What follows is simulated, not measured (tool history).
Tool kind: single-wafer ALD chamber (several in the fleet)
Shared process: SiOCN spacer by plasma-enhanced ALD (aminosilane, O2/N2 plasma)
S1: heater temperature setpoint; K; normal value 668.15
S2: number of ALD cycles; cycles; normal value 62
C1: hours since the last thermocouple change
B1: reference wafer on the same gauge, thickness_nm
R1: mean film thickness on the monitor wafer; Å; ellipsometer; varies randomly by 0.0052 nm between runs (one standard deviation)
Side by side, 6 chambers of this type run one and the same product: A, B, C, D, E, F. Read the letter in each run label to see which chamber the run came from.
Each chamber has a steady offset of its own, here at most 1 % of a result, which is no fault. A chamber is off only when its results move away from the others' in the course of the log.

Run 1B, hour 4.9: usual settings; C1 896.9; B1 3.0914. Result: R1 37.649 Å.
Run 2C, hour 8.3: usual settings; C1 82.1; B1 3.0913. Result: R1 37.156 Å.
Run 3E, hour 11.2: usual settings; C1 1845.9; B1 3.0914. Result: R1 37.311 Å.
Run 4A, hour 15.0: usual settings; C1 278.7; B1 3.0923. Result: R1 37.704 Å.
Run 5D, hour 18.4: usual settings but S1 656.15 K, S2 72 cycles; C1 362.1; B1 3.0929. Result: R1 43.494 Å.
Run 6F, hour 21.2: usual settings but S1 656.15 K, S2 72 cycles; C1 125.0; B1 3.0930. Result: R1 43.292 Å.
Run 7F, hour 24.4: usual settings but S1 656.15 K, S2 72 cycles; C1 128.2; B1 3.0922. Result: R1 43.233 Å.
Run 8C, hour 27.0: usual settings but S1 656.15 K, S2 72 cycles; C1 100.8; B1 3.0932. Result: R1 43.200 Å.
Run 9B, hour 29.9: usual settings but S1 656.15 K, S2 72 cycles; C1 921.9; B1 3.0950. Result: R1 43.693 Å.
Run 10E, hour 33.9: usual settings but S1 656.15 K, S2 72 cycles; C1 1868.6; B1 3.0946. Result: R1 43.318 Å.
Run 11D, hour 36.9: usual settings; C1 380.6; B1 3.0950. Result: R1 37.561 Å.
Run 12A, hour 39.5: usual settings; C1 303.2; B1 3.0943. Result: R1 37.748 Å.
Run 13F, hour 42.6: usual settings; C1 146.4; B1 3.0952. Result: R1 37.295 Å.
Run 14B, hour 47.2: usual settings; C1 939.2; B1 3.0967. Result: R1 37.781 Å.
Run 15A, hour 50.9: usual settings; C1 314.6; B1 3.0969. Result: R1 37.741 Å.
Run 16D, hour 56.0: usual settings; C1 399.7; B1 3.0973. Result: R1 37.468 Å.
Run 17E, hour 59.8: usual settings; C1 1894.5; B1 3.0967. Result: R1 37.460 Å.
Run 18C, hour 64.3: usual settings; C1 138.1; B1 3.0984. Result: R1 37.220 Å.
Run 19F, hour 67.2: usual settings; C1 171.0; B1 3.0988. Result: R1 37.332 Å.
Run 20A, hour 71.5: usual settings; C1 335.2; B1 3.0998. Result: R1 37.810 Å.
Run 21D, hour 74.1: usual settings; C1 417.8; B1 3.0992. Result: R1 37.574 Å.
Run 22C, hour 79.1: usual settings; C1 152.9; B1 3.0991. Result: R1 37.293 Å.
Run 23E, hour 82.0: usual settings but S1 656.15 K, S2 67 cycles; C1 1916.7; B1 3.1016. Result: R1 40.514 Å.
Run 24B, hour 85.4: usual settings but S1 656.15 K, S2 67 cycles; C1 977.4; B1 3.1007. Result: R1 40.735 Å.
Run 25E, hour 89.8: usual settings but S1 656.15 K, S2 67 cycles; C1 1924.5; B1 3.1020. Result: R1 40.393 Å.
Run 26D, hour 94.6: usual settings but S1 656.15 K, S2 67 cycles; C1 438.3; B1 3.1022. Result: R1 40.626 Å.
Run 27C, hour 98.4: usual settings but S1 656.15 K, S2 67 cycles; C1 172.2; B1 3.1032. Result: R1 40.383 Å.
Run 28A, hour 101.1: usual settings but S1 656.15 K, S2 67 cycles; C1 364.8; B1 3.1029. Result: R1 40.999 Å.
Run 29F, hour 105.4: usual settings; C1 209.2; B1 3.1035. Result: R1 37.392 Å.
Run 30B, hour 107.9: usual settings; C1 999.9; B1 3.1029. Result: R1 37.781 Å.
Run 31F, hour 110.6: usual settings; C1 214.4; B1 3.1042. Result: R1 37.471 Å.
Run 32A, hour 114.0: usual settings; C1 377.7; B1 3.1034. Result: R1 37.897 Å.
Run 33C, hour 116.5: usual settings but S1 654.15 K, S2 56 cycles; C1 190.3; B1 3.1055. Result: R1 33.700 Å.
Run 34E, hour 119.4: usual settings but S1 654.15 K, S2 56 cycles; C1 1954.1; B1 3.1049. Result: R1 33.854 Å.
Run 35D, hour 121.9: usual settings but S1 654.15 K, S2 56 cycles; C1 465.6; B1 3.1052. Result: R1 33.999 Å.
Run 36B, hour 126.5: usual settings but S1 654.15 K, S2 56 cycles; C1 1018.5; B1 3.1072. Result: R1 34.187 Å.
Run 37B, hour 131.7: usual settings but S1 654.15 K, S2 56 cycles; C1 1023.7; B1 3.1063. Result: R1 34.141 Å.
Run 38D, hour 135.7: usual settings but S1 654.15 K, S2 56 cycles; C1 479.4; B1 3.1081. Result: R1 34.044 Å.

For the next run the whole fleet of 6 chambers uses the same settings. Give each chamber's results:
Run 39A, hour 139.3: usual settings. Result: R1 ?.
Run 39B, hour 139.3: usual settings. Result: R1 ?.
Run 39C, hour 139.3: usual settings. Result: R1 ?.
Run 39D, hour 139.3: usual settings. Result: R1 ?.
Run 39E, hour 139.3: usual settings. Result: R1 ?.
Run 39F, hour 139.3: usual settings. Result: R1 ?.

run      R1
39A  37.885
39B  37.806
39C  37.414
39D  37.683
39E  37.495
39F  37.403
